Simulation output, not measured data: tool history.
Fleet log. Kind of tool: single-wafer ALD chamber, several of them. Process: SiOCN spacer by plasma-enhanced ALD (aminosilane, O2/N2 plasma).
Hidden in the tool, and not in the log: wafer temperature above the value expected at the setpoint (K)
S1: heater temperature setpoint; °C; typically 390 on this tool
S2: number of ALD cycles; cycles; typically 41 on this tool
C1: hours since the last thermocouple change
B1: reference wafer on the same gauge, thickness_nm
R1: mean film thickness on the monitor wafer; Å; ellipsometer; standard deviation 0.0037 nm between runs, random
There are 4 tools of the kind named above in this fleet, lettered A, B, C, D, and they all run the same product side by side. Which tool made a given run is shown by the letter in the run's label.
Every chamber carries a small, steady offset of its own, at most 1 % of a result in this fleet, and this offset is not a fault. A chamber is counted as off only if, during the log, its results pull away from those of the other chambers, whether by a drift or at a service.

{"run": "1A", "hour": 5.1, "S1": 390, "S2": 41, "C1": 950.2, "B1": 2.1495, "R1": 24.543}
{"run": "2B", "hour": 8.2, "S1": 390, "S2": 41, "C1": 186.3, "B1": 2.1486, "R1": 24.68}
{"run": "3C", "hour": 11.5, "S1": 390, "S2": 41, "C1": 1085, "B1": 2.1483, "R1": 24.669}
{"run": "4D", "hour": 16.5, "S1": 390, "S2": 41, "C1": 404.3, "B1": 2.1482, "R1": 24.853}
{"run": "5A", "hour": 20.8, "S1": 390, "S2": 41, "C1": 965.9, "B1": 2.1488, "R1": 24.545}
{"run": "6B", "hour": 24.2, "S1": 390, "S2": 41, "C1": 202.3, "B1": 2.1478, "R1": 24.72}
{"run": "7D", "hour": 27.8, "S1": 390, "S2": 41, "C1": 415.6, "B1": 2.1473, "R1": 24.774}
{"run": "8C", "hour": 30.8, "S1": 390, "S2": 41, "C1": 1104.3, "B1": 2.1474, "R1": 24.62}
{"run": "9B", "hour": 35.3, "S1": 390, "S2": 46, "C1": 213.4, "B1": 2.1477, "R1": 27.701}
{"run": "10D", "hour": 40.4, "S1": 390, "S2": 46, "C1": 428.2, "B1": 2.1455, "R1": 27.853}
{"run": "11A", "hour": 43.5, "S1": 390, "S2": 46, "C1": 988.6, "B1": 2.1456, "R1": 27.509}
{"run": "12C", "hour": 48.2, "S1": 390, "S2": 46, "C1": 1121.7, "B1": 2.1455, "R1": 27.567}
{"run": "13A", "hour": 52.5, "S1": 390, "S2": 41, "C1": 997.6, "B1": 2.1455, "R1": 24.464}
{"run": "14D", "hour": 57.6, "S1": 390, "S2": 41, "C1": 445.4, "B1": 2.1443, "R1": 24.805}
{"run": "15C", "hour": 61.8, "S1": 390, "S2": 41, "C1": 1135.3, "B1": 2.1439, "R1": 24.645}
{"run": "16B", "hour": 66.1, "S1": 390, "S2": 41, "C1": 244.2, "B1": 2.1442, "R1": 24.645}
{"run": "17B", "hour": 69.8, "S1": 390, "S2": 41, "C1": 247.9, "B1": 2.1424, "R1": 24.697}
{"run": "18A", "hour": 73.0, "S1": 390, "S2": 41, "C1": 1018.1, "B1": 2.1435, "R1": 24.442}
{"run": "19C", "hour": 77.5, "S1": 403, "S2": 34, "C1": 1151, "B1": 2.1424, "R1": 20.154}
{"run": "20D", "hour": 80.8, "S1": 403, "S2": 34, "C1": 468.6, "B1": 2.1434, "R1": 20.334}
{"run": "21C", "hour": 86.2, "S1": 403, "S2": 34, "C1": 1159.7, "B1": 2.1424, "R1": 20.182}
{"run": "22B", "hour": 90.6, "S1": 403, "S2": 34, "C1": 268.7, "B1": 2.1409, "R1": 20.247}
{"run": "23A", "hour": 96.1, "S1": 390, "S2": 41, "C1": 1041.2, "B1": 2.1405, "R1": 24.377}
{"run": "24D", "hour": 100.0, "S1": 390, "S2": 41, "C1": 487.8, "B1": 2.14, "R1": 24.712}
{"run": "25D", "hour": 104.5, "S1": 390, "S2": 41, "C1": 492.3, "B1": 2.14, "R1": 24.679}
{"run": "26C", "hour": 108.5, "S1": 390, "S2": 41, "C1": 1182, "B1": 2.1396, "R1": 24.475}
{"run": "27A", "hour": 113.9, "S1": 390, "S2": 41, "C1": 1059, "B1": 2.1394, "R1": 24.409}
{"run": "28B", "hour": 118.6, "S1": 390, "S2": 41, "C1": 296.7, "B1": 2.1392, "R1": 24.67}
{"run": "29B", "hour": 121.8, "S1": 390, "S2": 41, "C1": 299.9, "B1": 2.1388, "R1": 24.534}
{"run": "30D", "hour": 125.1, "S1": 390, "S2": 41, "C1": 512.9, "B1": 2.1384, "R1": 24.727}
{"run": "31A", "hour": 129.8, "S1": 399, "S2": 35, "C1": 1074.9, "B1": 2.1383, "R1": 20.79}
{"run": "32C", "hour": 133.7, "S1": 399, "S2": 35, "C1": 1207.2, "B1": 2.1365, "R1": 20.866}
{"run": "33D", "hour": 137.3, "S1": 399, "S2": 35, "C1": 525.1, "B1": 2.1368, "R1": 21.024}

Each of the 4 chambers runs these same settings next. Fill in every chamber's results:
{"run": "34A", "hour": 141.4, "S1": 390, "S2": 41, "R1": "?"}
{"run": "34B", "hour": 141.4, "S1": 390, "S2": 41, "R1": "?"}
{"run": "34C", "hour": 141.4, "S1": 390, "S2": 41, "R1": "?"}
{"run": "34D", "hour": 141.4, "S1": 390, "S2": 41, "R1": "?"}

run=34A R1=24.328
run=34B R1=24.589
run=34C R1=24.469
run=34D R1=24.705
